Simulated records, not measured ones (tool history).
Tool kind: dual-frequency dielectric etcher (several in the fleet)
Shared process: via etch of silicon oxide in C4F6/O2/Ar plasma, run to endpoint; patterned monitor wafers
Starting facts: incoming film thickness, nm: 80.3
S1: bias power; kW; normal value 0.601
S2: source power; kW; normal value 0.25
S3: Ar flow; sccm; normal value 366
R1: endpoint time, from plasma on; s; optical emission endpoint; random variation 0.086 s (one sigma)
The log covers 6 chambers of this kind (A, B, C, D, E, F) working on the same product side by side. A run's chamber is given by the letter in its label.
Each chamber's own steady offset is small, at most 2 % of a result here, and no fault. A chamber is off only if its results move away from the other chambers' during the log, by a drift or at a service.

run 1D hour=8.7 | S1=0.601 S2=0.25 S3=366 | R1=20.129
run 2B hour=21.9 | S1=0.601 S2=0.25 S3=366 | R1=20.232
-- hour=27.1 chamber A: bias power generator calibrated
run 3E hour=30.6 | S1=0.601 S2=0.25 S3=366 | R1=20.118
run 4A hour=37.5 | S1=0.601 S2=0.25 S3=366 | R1=19.947
-- hour=42.8 chamber A: wet clean of the chamber
run 5C hour=48.8 | S1=0.601 S2=0.25 S3=366 | R1=19.933
run 6F hour=60.6 | S1=0.601 S2=0.25 S3=366 | R1=20.037
run 7C hour=73.3 | S1=0.601 S2=0.25 S3=366 | R1=19.941
run 8B hour=85.3 | S1=0.601 S2=0.25 S3=366 | R1=20.266
run 9D hour=97 | S1=0.601 S2=0.25 S3=366 | R1=20.118
run 10F hour=109.6 | S1=0.601 S2=0.25 S3=366 | R1=19.964
-- hour=117.5 chamber C: Ar flow controller replaced
run 11E hour=118.4 | S1=0.601 S2=0.25 S3=366 | R1=20.035
run 12A hour=128.8 | S1=0.601 S2=0.25 S3=416 | R1=20.25
run 13D hour=140.4 | S1=0.601 S2=0.25 S3=416 | R1=20.442
run 14B hour=146.5 | S1=0.601 S2=0.25 S3=416 | R1=20.682
run 15E hour=157.9 | S1=0.601 S2=0.25 S3=416 | R1=20.398
run 16F hour=167.1 | S1=0.601 S2=0.25 S3=416 | R1=20.334
run 17C hour=174.9 | S1=0.601 S2=0.25 S3=416 | R1=20.451
-- hour=181.7 chamber A: Ar flow controller replaced
run 18A hour=183.6 | S1=0.601 S2=0.25 S3=366 | R1=20.1
run 19B hour=189.7 | S1=0.601 S2=0.25 S3=366 | R1=20.343
-- hour=198.9 chamber C: wet clean of the chamber
run 20A hour=200.7 | S1=0.601 S2=0.25 S3=366 | R1=19.908
-- hour=204.8 chamber F: source power generator calibrated
run 21E hour=210.9 | S1=0.601 S2=0.25 S3=366 | R1=20.213
-- hour=214.7 chamber B: wet clean of the chamber
-- hour=219.6 chamber F: wet clean of the chamber
run 22C hour=222 | S1=0.601 S2=0.2 S3=366 | R1=21.867
run 23D hour=234.5 | S1=0.601 S2=0.2 S3=366 | R1=21.322
run 24F hour=247.3 | S1=0.601 S2=0.2 S3=366 | R1=21.728
run 25C hour=261.1 | S1=0.601 S2=0.2 S3=366 | R1=21.939
run 26A hour=274.2 | S1=0.601 S2=0.2 S3=366 | R1=21.597
run 27F hour=283.2 | S1=0.601 S2=0.2 S3=366 | R1=21.658
run 28E hour=295.5 | S1=0.601 S2=0.25 S3=366 | R1=20.257
-- hour=305 chamber F: Ar flow controller replaced
run 29D hour=305.4 | S1=0.601 S2=0.25 S3=366 | R1=19.296
-- hour=311.4 chamber D: source power generator calibrated
run 30B hour=313.6 | S1=0.601 S2=0.25 S3=366 | R1=20.359
run 31D hour=324.1 | S1=0.601 S2=0.25 S3=366 | R1=19.294
-- hour=330.2 chamber E: wet clean of the chamber
run 32C hour=330.4 | S1=0.601 S2=0.25 S3=366 | R1=20.162
run 33B hour=340.7 | S1=0.601 S2=0.25 S3=366 | R1=20.379
run 34F hour=353.3 | S1=0.601 S2=0.25 S3=366 | R1=19.945
run 35E hour=366.6 | S1=0.601 S2=0.25 S3=366 | R1=19.998
run 36A hour=378.2 | S1=0.601 S2=0.25 S3=366 | R1=19.974

For the next run the whole fleet of 6 chambers uses the same settings. Give each chamber's results:
run 37A hour=388.3 | S1=0.601 S2=0.29 S3=366 | R1=?
run 37B hour=388.3 | S1=0.601 S2=0.29 S3=366 | R1=?
run 37C hour=388.3 | S1=0.601 S2=0.29 S3=366 | R1=?
run 37D hour=388.3 | S1=0.601 S2=0.29 S3=366 | R1=?
run 37E hour=388.3 | S1=0.601 S2=0.29 S3=366 | R1=?
run 37F hour=388.3 | S1=0.601 S2=0.29 S3=366 | R1=?

run=37A R1=18.983
run=37B R1=19.246
run=37C R1=18.998
run=37D R1=17.993
run=37E R1=19.072
run=37F R1=19.089
